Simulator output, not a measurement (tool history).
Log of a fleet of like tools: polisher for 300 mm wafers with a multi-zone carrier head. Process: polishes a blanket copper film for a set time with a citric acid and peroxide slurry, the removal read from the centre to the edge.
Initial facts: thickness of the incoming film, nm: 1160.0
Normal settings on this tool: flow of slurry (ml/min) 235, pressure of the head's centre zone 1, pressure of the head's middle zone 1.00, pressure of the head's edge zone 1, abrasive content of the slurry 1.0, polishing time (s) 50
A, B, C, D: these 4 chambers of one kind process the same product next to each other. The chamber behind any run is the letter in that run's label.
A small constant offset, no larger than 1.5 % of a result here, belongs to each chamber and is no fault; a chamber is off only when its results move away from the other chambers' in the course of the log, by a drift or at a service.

run   hour  flow of slurry (ml/min)  pressure of the head's centre zone  pressure of the head's middle zone  pressure of the head's edge zone  abrasive content of the slurry  polishing time (s)  film removed at the wafer's centre (nm)  film removed at mid-radius (nm)  film removed at the wafer's edge (nm)
       5.0  -- chamber B: slurry nozzle cleaned
       5.1  -- chamber C: worn pad replaced by a new one
 1B   12.5                      235                                   1                                1.00                                 1                             1.0                  50                                   122.42                           120.61                                 122.79
 2D   24.8                      235                                   1                                1.00                                 1                             1.0                  50                                   122.73                           121.50                                 122.39
 3C   36.2                      235                                   1                                1.00                                 1                             1.0                  50                                   124.75                           124.41                                 123.08
 4A   44.5                      235                                   1                                1.00                                 1                             1.0                  50                                   125.55                           123.77                                 121.16
      45.0  -- chamber B: worn pad replaced by a new one
      48.4  -- chamber D: worn pad replaced by a new one
 5D   50.1                      235                                   1                                1.00                                 1                             1.0                  50                                   119.27                           122.72                                 124.11
      58.9  -- chamber C: slurry nozzle cleaned
 6B   60.6                      235                                   1                                1.00                                 1                             1.0                  50                                   120.43                           121.57                                 124.55
 7A   68.0                      235                                   1                                1.00                                 1                             1.0                  50                                   123.02                           121.39                                 121.05
 8C   74.0                      235                                   1                                1.00                                 1                             1.0                  50                                   125.63                           122.72                                 122.90
 9A   80.2                      235                                   1                                1.00                                 1                             1.0                  50                                   126.00                           122.62                                 121.63
      83.1  -- chamber C: worn pad replaced by a new one
10B   92.6                      235                                   1                                1.00                                 1                             1.0                  50                                   120.32                           121.79                                 121.63
11C  100.0                      235                                   1                                1.00                                 1                             1.0                  50                                   124.31                           125.26                                 123.63
     105.1  -- chamber A: worn pad replaced by a new one
12D  110.4                      235                                   1                                1.00                                 1                             1.0                  50                                   124.06                           121.02                                 121.90
     115.6  -- chamber D: worn pad replaced by a new one
13D  121.5                      235                                   1                                1.00                                 1                             1.0                  50                                   126.59                           121.15                                 121.28
     125.8  -- chamber B: worn pad replaced by a new one
14A  127.4                      235                                   1                                1.00                                 1                             1.0                  50                                   121.40                           123.41                                 121.62
15C  139.9                      235                                   1                                1.00                                 1                             1.0                  50                                   124.88                           124.55                                 121.08
16B  151.4                      235                                   1                                1.00                                 1                             1.1                  50                                   120.19                           123.98                                 125.58
     156.1  -- chamber C: worn pad replaced by a new one
17A  159.8                      235                                   1                                1.00                                 1                             1.1                  50                                   126.05                           122.56                                 122.84
18D  169.3                      235                                   1                                1.00                                 1                             1.1                  50                                   124.41                           124.93                                 125.88
19B  181.8                      235                                   1                                1.00                                 1                             1.1                  50                                   121.53                           123.97                                 124.75
20C  191.6                      235                                   1                                1.00                                 1                             1.0                  50                                   122.60                           124.90                                 123.74
21C  202.8                      235                                   1                                1.00                                 1                             1.0                  50                                   124.16                           124.78                                 122.97
     203.4  -- chamber D: worn pad replaced by a new one
     206.0  -- chamber B: edge zone pressure recalibrated
     206.7  -- chamber B: worn pad replaced by a new one
22D  209.7                      235                                   1                                1.00                                 1                             1.0                  50                                   121.95                           122.11                                 119.52
23A  217.0                      235                                   1                                1.00                                 1                             1.0                  50                                   125.53                           122.14                                 122.19
24B  222.9                      235                                   1                                1.00                                 1                             1.0                  50                                   114.21                           121.55                                 124.63
     225.7  -- chamber C: worn pad replaced by a new one
25A  231.1                      235                                   1                                1.00                                 1                             1.0                  50                                   123.61                           122.19                                 122.12
     231.2  -- chamber A: worn pad replaced by a new one
26D  237.0                      235                                   1                                1.00                                 1                             1.0                  50                                   123.38                           121.66                                 121.76
27B  248.5                      235                                   1                                1.00                                 1                             1.0                  50                                   115.22                           121.78                                 124.19
28C  254.0                      235                                   1                                1.00                                 1                             1.0                  50                                   123.26                           123.39                                 122.35
29B  263.0                      235                                   1                                1.00                                 1                             1.0                  50                                   113.36                           120.21                                 122.87
30D  268.6                      235                                   1                                1.00                                 1                             0.9                  50                                   119.91                           119.86                                 119.59
     273.4  -- chamber D: centre zone pressure recalibrated
31C  277.5                      235                                   1                                1.00                                 1                             0.9                  50                                   120.30                           121.01                                 120.30
32A  289.6                      235                                   1                                1.00                                 1                             0.9                  50                                   120.98                           120.67                                 117.96
     289.7  -- chamber D: worn pad replaced by a new one
     290.9  -- chamber B: worn pad replaced by a new one
33B  298.2                      235                                   1                                1.00                                 1                             0.9                  50                                   110.44                           119.15                                 122.35
     299.8  -- chamber C: worn pad replaced by a new one
34D  304.1                      235                                   1                                1.00                                 1                             0.8                  57                                   131.92                           133.66                                 132.54
35C  311.4                      235                                   1                                1.00                                 1                             0.8                  57                                   132.80                           135.17                                 133.27
36A  318.9                      235                                   1                                1.00                                 1                             0.8                  57                                   132.20                           131.92                                 134.66
37D  326.0                      235                                   1                                1.00                                 1                             0.8                  57                                   131.22                           131.63                                 132.48
38C  331.5                      235                                   1                                1.00                                 1                             1.0                  50                                   123.28                           124.04                                 123.29
39B  342.1                      235                                   1                                1.00                                 1                             1.0                  50                                   109.73                           120.65                                 123.27
40A  350.7                      235                                   1                                0.94                                 1                             1.2                  50                                   128.03                           120.65                                 126.93
     357.9  -- chamber A: worn pad replaced by a new one
41D  359.2                      235                                   1                                0.94                                 1                             1.2                  50                                   126.88                           119.19                                 126.20
42A  366.2                      235                                   1                                0.94                                 1                             1.2                  50                                   127.52                           121.26                                 127.23

Read the log: is a single chamber off, either drifting away or since a service, is the gauge that measures every chamber drifting, or is nothing wrong beyond small per-chamber offsets? Name any odd chamber and what most likely caused it.

Little by little, chamber B moves away from the other chambers.
Likeliest cause: centre zone's pressure below its setpoint, % = 11.7.

Below are 4 candidate recipes for chamber B's next run, each the usual settings with a change, their results shown as question marks. Which of them brings B's results back in line with what the other chambers give on the usual settings?
In line means no further than this from the other chambers' mean on the usual settings: film removed at the wafer's centre (nm) 4.800; film removed at mid-radius (nm) 3.20; film removed at the wafer's edge (nm) 3.80
43B-1  375.3                      230                                0.96                                1.00                              1.02                             1.0                  50                                        ?                                ?                                      ?
43B-2  375.3                      240                                1.04                                1.00                              0.98                             1.0                  50                                        ?                                ?                                      ?
43B-3  375.3                      225                                0.90                                1.01                              1.05                             1.0                  49                                        ?                                ?                                      ?
43B-4  375.3                      245                                1.12                                0.99                              0.95                             1.0                  51                                        ?                                ?                                      ?

Usual-settings mean across the other chambers: film removed at the wafer's centre (nm) 123.280; film removed at mid-radius (nm) 122.98; film removed at the wafer's edge (nm) 122.09
  run  film removed at the wafer's centre (nm)  film removed at mid-radius (nm)  film removed at the wafer's edge (nm)
43B-1                                  102.330                           120.84                                 124.04
43B-2                                  112.340                           121.44                                 121.92
43B-3                                   93.124                           119.20                                 123.19
43B-4                                  124.520                           123.00                                 122.61
43B-4 is the one that brings the chamber's results back in line with the other chambers.
